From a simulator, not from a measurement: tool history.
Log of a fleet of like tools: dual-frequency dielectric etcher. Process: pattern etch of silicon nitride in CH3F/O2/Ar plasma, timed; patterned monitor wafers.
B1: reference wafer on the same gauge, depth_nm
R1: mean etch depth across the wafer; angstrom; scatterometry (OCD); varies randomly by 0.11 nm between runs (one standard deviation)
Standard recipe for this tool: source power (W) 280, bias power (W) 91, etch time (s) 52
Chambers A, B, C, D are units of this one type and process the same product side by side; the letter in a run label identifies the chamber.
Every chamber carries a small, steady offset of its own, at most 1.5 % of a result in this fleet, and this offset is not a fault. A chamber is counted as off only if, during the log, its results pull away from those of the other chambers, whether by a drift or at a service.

{"run": "1D", "hour": 10.4, "source power (W)": 280, "bias power (W)": 91, "etch time (s)": 52, "B1": 28.287, "R1": 346.47}
{"hour": 19.1, "done": "chamber D: wet clean of the chamber"}
{"run": "2C", "hour": 19.9, "source power (W)": 280, "bias power (W)": 91, "etch time (s)": 52, "B1": 28.311, "R1": 345.76}
{"run": "3A", "hour": 29.8, "source power (W)": 280, "bias power (W)": 91, "etch time (s)": 52, "B1": 28.297, "R1": 341.76}
{"hour": 35.7, "done": "chamber B: bias power generator calibrated"}
{"run": "4B", "hour": 39.7, "source power (W)": 280, "bias power (W)": 91, "etch time (s)": 52, "B1": 28.284, "R1": 349.35}
{"run": "5A", "hour": 48.9, "source power (W)": 280, "bias power (W)": 91, "etch time (s)": 52, "B1": 28.286, "R1": 343.12}
{"run": "6B", "hour": 61.3, "source power (W)": 280, "bias power (W)": 91, "etch time (s)": 52, "B1": 28.315, "R1": 350}
{"run": "7C", "hour": 70.5, "source power (W)": 280, "bias power (W)": 91, "etch time (s)": 52, "B1": 28.312, "R1": 345.62}
{"run": "8D", "hour": 78.7, "source power (W)": 280, "bias power (W)": 91, "etch time (s)": 52, "B1": 28.312, "R1": 346.8}
{"run": "9D", "hour": 85.0, "source power (W)": 280, "bias power (W)": 91, "etch time (s)": 52, "B1": 28.293, "R1": 347.32}
{"run": "10C", "hour": 94.3, "source power (W)": 280, "bias power (W)": 91, "etch time (s)": 52, "B1": 28.321, "R1": 346.38}
{"run": "11A", "hour": 107.4, "source power (W)": 280, "bias power (W)": 91, "etch time (s)": 52, "B1": 28.281, "R1": 344.22}
{"run": "12B", "hour": 120.0, "source power (W)": 280, "bias power (W)": 91, "etch time (s)": 52, "B1": 28.301, "R1": 350.47}
{"run": "13A", "hour": 126.4, "source power (W)": 330, "bias power (W)": 91, "etch time (s)": 46.5, "B1": 28.292, "R1": 327.12}
{"run": "14B", "hour": 139.0, "source power (W)": 330, "bias power (W)": 91, "etch time (s)": 46.5, "B1": 28.322, "R1": 333.05}
{"hour": 145.4, "done": "chamber A: wet clean of the chamber"}
{"run": "15D", "hour": 146.2, "source power (W)": 330, "bias power (W)": 91, "etch time (s)": 46.5, "B1": 28.314, "R1": 330.55}
{"run": "16C", "hour": 156.2, "source power (W)": 330, "bias power (W)": 91, "etch time (s)": 46.5, "B1": 28.305, "R1": 328.43}
{"run": "17D", "hour": 168.9, "source power (W)": 280, "bias power (W)": 91, "etch time (s)": 52, "B1": 28.297, "R1": 345.75}
{"run": "18B", "hour": 178.4, "source power (W)": 280, "bias power (W)": 91, "etch time (s)": 52, "B1": 28.301, "R1": 349.32}
{"run": "19A", "hour": 188.4, "source power (W)": 280, "bias power (W)": 91, "etch time (s)": 52, "B1": 28.286, "R1": 336.35}
{"run": "20C", "hour": 200.9, "source power (W)": 280, "bias power (W)": 91, "etch time (s)": 52, "B1": 28.291, "R1": 346.61}
{"run": "21B", "hour": 206.9, "source power (W)": 320, "bias power (W)": 91, "etch time (s)": 52, "B1": 28.284, "R1": 367.67}
{"run": "22D", "hour": 216.1, "source power (W)": 320, "bias power (W)": 91, "etch time (s)": 52, "B1": 28.306, "R1": 364.66}
{"run": "23C", "hour": 222.8, "source power (W)": 320, "bias power (W)": 91, "etch time (s)": 52, "B1": 28.301, "R1": 364.25}
{"hour": 228.0, "done": "chamber C: wet clean of the chamber"}
{"run": "24A", "hour": 231.7, "source power (W)": 320, "bias power (W)": 91, "etch time (s)": 52, "B1": 28.296, "R1": 354.75}
{"run": "25D", "hour": 241.3, "source power (W)": 280, "bias power (W)": 91, "etch time (s)": 52, "B1": 28.324, "R1": 346.26}
{"run": "26C", "hour": 252.1, "source power (W)": 280, "bias power (W)": 91, "etch time (s)": 52, "B1": 28.312, "R1": 347.71}
{"run": "27B", "hour": 264.1, "source power (W)": 280, "bias power (W)": 91, "etch time (s)": 52, "B1": 28.312, "R1": 348.87}
{"run": "28A", "hour": 276.2, "source power (W)": 280, "bias power (W)": 91, "etch time (s)": 52, "B1": 28.293, "R1": 335.49}
{"run": "29D", "hour": 285.7, "source power (W)": 280, "bias power (W)": 91, "etch time (s)": 52, "B1": 28.289, "R1": 347.49}
{"run": "30A", "hour": 293.8, "source power (W)": 280, "bias power (W)": 91, "etch time (s)": 52, "B1": 28.296, "R1": 336.87}
{"hour": 295.2, "done": "chamber B: wet clean of the chamber"}
{"run": "31B", "hour": 302.6, "source power (W)": 280, "bias power (W)": 91, "etch time (s)": 52, "B1": 28.308, "R1": 350.42}
{"run": "32C", "hour": 314.8, "source power (W)": 280, "bias power (W)": 91, "etch time (s)": 52, "B1": 28.288, "R1": 344.35}
{"run": "33C", "hour": 320.7, "source power (W)": 280, "bias power (W)": 91, "etch time (s)": 52, "B1": 28.285, "R1": 345.91}
{"run": "34A", "hour": 333.9, "source power (W)": 280, "bias power (W)": 91, "etch time (s)": 52, "B1": 28.302, "R1": 334.33}
{"hour": 336.6, "done": "chamber D: source power generator calibrated"}
{"run": "35D", "hour": 340.0, "source power (W)": 280, "bias power (W)": 91, "etch time (s)": 52, "B1": 28.305, "R1": 346.63}
{"run": "36B", "hour": 351.2, "source power (W)": 280, "bias power (W)": 91, "etch time (s)": 52, "B1": 28.311, "R1": 350.08}
{"run": "37A", "hour": 363.4, "source power (W)": 230, "bias power (W)": 91, "etch time (s)": 47.5, "B1": 28.297, "R1": 286.29}
{"run": "38C", "hour": 374.4, "source power (W)": 230, "bias power (W)": 91, "etch time (s)": 47.5, "B1": 28.29, "R1": 294.49}
{"run": "39D", "hour": 385.5, "source power (W)": 230, "bias power (W)": 91, "etch time (s)": 47.5, "B1": 28.294, "R1": 293.34}

Is one chamber off against the others, does the gauge drift, or is nothing wrong? If a chamber is off, say which, and what the likeliest cause is.

A service left chamber A off against the others.
Likeliest cause: etch rate under this chamber's usual, % = 2.03.

Here are 4 candidates for chamber A's next run, each the usual settings with a change, their results left as question marks. Which one brings its results back in line with what the others give on the usual settings?
Allowed miss from the other chambers' usual-settings mean, per result, to count as in line: R1 3.9 angstrom
{"run": "40A-1", "hour": 394.9, "source power (W)": 270, "bias power (W)": 87, "etch time (s)": 52, "R1": "?"}
{"run": "40A-2", "hour": 394.9, "source power (W)": 280, "bias power (W)": 90, "etch time (s)": 49.5, "R1": "?"}
{"run": "40A-3", "hour": 394.9, "source power (W)": 280, "bias power (W)": 92, "etch time (s)": 54.5, "R1": "?"}
{"run": "40A-4", "hour": 394.9, "source power (W)": 280, "bias power (W)": 91, "etch time (s)": 53.5, "R1": "?"}

Mean of the other chambers on the usual settings: R1 347.4 angstrom
run=40A-1 R1=326.55
run=40A-2 R1=319.05
run=40A-3 R1=354.16
run=40A-4 R1=346.25
40A-4 puts the chamber back in line with the other chambers.
